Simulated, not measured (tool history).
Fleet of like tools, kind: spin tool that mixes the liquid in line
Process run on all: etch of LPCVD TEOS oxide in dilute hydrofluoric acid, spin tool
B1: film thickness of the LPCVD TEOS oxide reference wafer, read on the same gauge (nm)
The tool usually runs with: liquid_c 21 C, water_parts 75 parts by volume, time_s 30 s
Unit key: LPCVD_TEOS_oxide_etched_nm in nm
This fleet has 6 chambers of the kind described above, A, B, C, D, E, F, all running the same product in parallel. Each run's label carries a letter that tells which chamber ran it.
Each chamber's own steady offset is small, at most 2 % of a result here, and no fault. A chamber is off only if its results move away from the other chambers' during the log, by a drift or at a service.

{"run": "1E", "hour": 8.8, "liquid_c": 21, "water_parts": 75, "time_s": 30, "B1": 59.996, "LPCVD_TEOS_oxide_etched_nm": 6.1643}
{"run": "2F", "hour": 13.9, "liquid_c": 21, "water_parts": 75, "time_s": 30, "B1": 59.977, "LPCVD_TEOS_oxide_etched_nm": 6.2099}
{"run": "3C", "hour": 22.2, "liquid_c": 21, "water_parts": 75, "time_s": 30, "B1": 60.01, "LPCVD_TEOS_oxide_etched_nm": 6.1368}
{"run": "4B", "hour": 27.4, "liquid_c": 21, "water_parts": 75, "time_s": 30, "B1": 60.005, "LPCVD_TEOS_oxide_etched_nm": 6.235}
{"hour": 28.8, "done": "chamber D: hydrofluoric acid flow meter replaced"}
{"run": "5A", "hour": 34.8, "liquid_c": 21, "water_parts": 75, "time_s": 30, "B1": 59.995, "LPCVD_TEOS_oxide_etched_nm": 6.0905}
{"run": "6D", "hour": 42.1, "liquid_c": 21, "water_parts": 75, "time_s": 30, "B1": 59.989, "LPCVD_TEOS_oxide_etched_nm": 6.0131}
{"run": "7E", "hour": 49.3, "liquid_c": 18.5, "water_parts": 90, "time_s": 30, "B1": 59.988, "LPCVD_TEOS_oxide_etched_nm": 4.5529}
{"run": "8A", "hour": 56.2, "liquid_c": 18.5, "water_parts": 90, "time_s": 30, "B1": 60.012, "LPCVD_TEOS_oxide_etched_nm": 4.482}
{"run": "9D", "hour": 66.6, "liquid_c": 18.5, "water_parts": 90, "time_s": 30, "B1": 60, "LPCVD_TEOS_oxide_etched_nm": 4.4974}
{"run": "10C", "hour": 76.7, "liquid_c": 18.5, "water_parts": 90, "time_s": 30, "B1": 60.031, "LPCVD_TEOS_oxide_etched_nm": 4.5089}
{"run": "11F", "hour": 85.8, "liquid_c": 18.5, "water_parts": 90, "time_s": 30, "B1": 59.993, "LPCVD_TEOS_oxide_etched_nm": 4.5496}
{"run": "12B", "hour": 95.9, "liquid_c": 18.5, "water_parts": 90, "time_s": 30, "B1": 59.986, "LPCVD_TEOS_oxide_etched_nm": 4.6852}
{"run": "13F", "hour": 106.0, "liquid_c": 21, "water_parts": 75, "time_s": 30, "B1": 60.011, "LPCVD_TEOS_oxide_etched_nm": 6.2441}
{"run": "14A", "hour": 117.0, "liquid_c": 21, "water_parts": 75, "time_s": 30, "B1": 59.995, "LPCVD_TEOS_oxide_etched_nm": 6.1558}
{"run": "15B", "hour": 123.1, "liquid_c": 21, "water_parts": 75, "time_s": 30, "B1": 60, "LPCVD_TEOS_oxide_etched_nm": 6.435}
{"run": "16E", "hour": 129.9, "liquid_c": 21, "water_parts": 75, "time_s": 35, "B1": 60.008, "LPCVD_TEOS_oxide_etched_nm": 7.2685}
{"hour": 133.8, "done": "chamber A: thermometer replaced"}
{"run": "17C", "hour": 139.9, "liquid_c": 21, "water_parts": 75, "time_s": 35, "B1": 60.003, "LPCVD_TEOS_oxide_etched_nm": 7.262}
{"run": "18D", "hour": 145.1, "liquid_c": 21, "water_parts": 75, "time_s": 35, "B1": 59.997, "LPCVD_TEOS_oxide_etched_nm": 7.0285}
{"run": "19C", "hour": 151.7, "liquid_c": 21, "water_parts": 75, "time_s": 35, "B1": 60.007, "LPCVD_TEOS_oxide_etched_nm": 7.1599}
{"run": "20A", "hour": 161.0, "liquid_c": 21, "water_parts": 75, "time_s": 35, "B1": 60.01, "LPCVD_TEOS_oxide_etched_nm": 7.0886}
{"hour": 167.5, "done": "chamber F: hydrofluoric acid flow meter replaced"}
{"run": "21F", "hour": 169.4, "liquid_c": 21, "water_parts": 75, "time_s": 35, "B1": 60.003, "LPCVD_TEOS_oxide_etched_nm": 7.178}
{"run": "22B", "hour": 174.6, "liquid_c": 21, "water_parts": 75, "time_s": 30, "B1": 59.998, "LPCVD_TEOS_oxide_etched_nm": 6.4792}
{"run": "23E", "hour": 185.5, "liquid_c": 21, "water_parts": 75, "time_s": 30, "B1": 60.018, "LPCVD_TEOS_oxide_etched_nm": 6.2132}
{"run": "24D", "hour": 190.8, "liquid_c": 21, "water_parts": 75, "time_s": 15, "B1": 60.001, "LPCVD_TEOS_oxide_etched_nm": 3.0454}
{"run": "25C", "hour": 200.7, "liquid_c": 21, "water_parts": 75, "time_s": 15, "B1": 60.028, "LPCVD_TEOS_oxide_etched_nm": 3.0663}
{"run": "26B", "hour": 205.6, "liquid_c": 21, "water_parts": 75, "time_s": 15, "B1": 60.023, "LPCVD_TEOS_oxide_etched_nm": 3.2552}
{"run": "27F", "hour": 212.5, "liquid_c": 21, "water_parts": 75, "time_s": 15, "B1": 60.012, "LPCVD_TEOS_oxide_etched_nm": 3.0772}
{"run": "28D", "hour": 220.8, "liquid_c": 21, "water_parts": 75, "time_s": 15, "B1": 59.999, "LPCVD_TEOS_oxide_etched_nm": 3.0301}
{"run": "29A", "hour": 227.7, "liquid_c": 21, "water_parts": 75, "time_s": 15, "B1": 60.005, "LPCVD_TEOS_oxide_etched_nm": 3.0685}
{"run": "30E", "hour": 238.5, "liquid_c": 24, "water_parts": 75, "time_s": 50, "B1": 59.99, "LPCVD_TEOS_oxide_etched_nm": 11.649}
{"run": "31C", "hour": 247.0, "liquid_c": 24, "water_parts": 75, "time_s": 50, "B1": 59.988, "LPCVD_TEOS_oxide_etched_nm": 11.766}
{"run": "32B", "hour": 256.0, "liquid_c": 24, "water_parts": 75, "time_s": 50, "B1": 59.986, "LPCVD_TEOS_oxide_etched_nm": 12.385}
{"run": "33A", "hour": 261.2, "liquid_c": 24, "water_parts": 75, "time_s": 50, "B1": 60.036, "LPCVD_TEOS_oxide_etched_nm": 11.713}
{"run": "34D", "hour": 266.4, "liquid_c": 24, "water_parts": 75, "time_s": 50, "B1": 60.005, "LPCVD_TEOS_oxide_etched_nm": 11.461}
{"run": "35F", "hour": 273.3, "liquid_c": 24, "water_parts": 75, "time_s": 50, "B1": 59.988, "LPCVD_TEOS_oxide_etched_nm": 11.643}
{"run": "36E", "hour": 282.4, "liquid_c": 21, "water_parts": 75, "time_s": 30, "B1": 60.017, "LPCVD_TEOS_oxide_etched_nm": 6.2139}
{"run": "37D", "hour": 287.9, "liquid_c": 17, "water_parts": 60, "time_s": 30, "B1": 60.006, "LPCVD_TEOS_oxide_etched_nm": 6.5463}
{"run": "38F", "hour": 297.5, "liquid_c": 17, "water_parts": 60, "time_s": 30, "B1": 60.01, "LPCVD_TEOS_oxide_etched_nm": 6.5832}
{"run": "39B", "hour": 303.9, "liquid_c": 17, "water_parts": 60, "time_s": 30, "B1": 59.99, "LPCVD_TEOS_oxide_etched_nm": 7.3205}

Which is it: a chamber that has drifted or been left off by a service, a gauge drift common to all chambers, or only each chamber's usual small offset? If a chamber is off, name it and its likeliest cause.

Chamber B drifts away from the others.
Cause: hydrofluoric acid flow above the setpoint (%) = 8.3.
Not necessarily distinguishable in this log from: liquid hotter than its thermometer reads (K).

Which of the 4 candidates below, each the usual settings with something changed and its results left as question marks, puts chamber B back in line with what the other chambers give on the usual settings?
To be in line, a result may differ from the other chambers' mean on the usual settings by at most: LPCVD_TEOS_oxide_etched_nm 0.15 nm
{"run": "40B-1", "hour": 311.9, "liquid_c": 25.5, "water_parts": 75, "time_s": 30, "LPCVD_TEOS_oxide_etched_nm": "?"}
{"run": "40B-2", "hour": 311.9, "liquid_c": 18.5, "water_parts": 75, "time_s": 30, "LPCVD_TEOS_oxide_etched_nm": "?"}
{"run": "40B-3", "hour": 311.9, "liquid_c": 21, "water_parts": 75, "time_s": 25, "LPCVD_TEOS_oxide_etched_nm": "?"}
{"run": "40B-4", "hour": 311.9, "liquid_c": 23.5, "water_parts": 75, "time_s": 30, "LPCVD_TEOS_oxide_etched_nm": "?"}

What the other chambers average on the usual settings: LPCVD_TEOS_oxide_etched_nm 6.1421 nm
run=40B-1 LPCVD_TEOS_oxide_etched_nm=8.141
run=40B-2 LPCVD_TEOS_oxide_etched_nm=6.1277
run=40B-3 LPCVD_TEOS_oxide_etched_nm=5.6622
run=40B-4 LPCVD_TEOS_oxide_etched_nm=7.5184
The answer is 40B-2, which returns the chamber to within the allowed miss of the others.
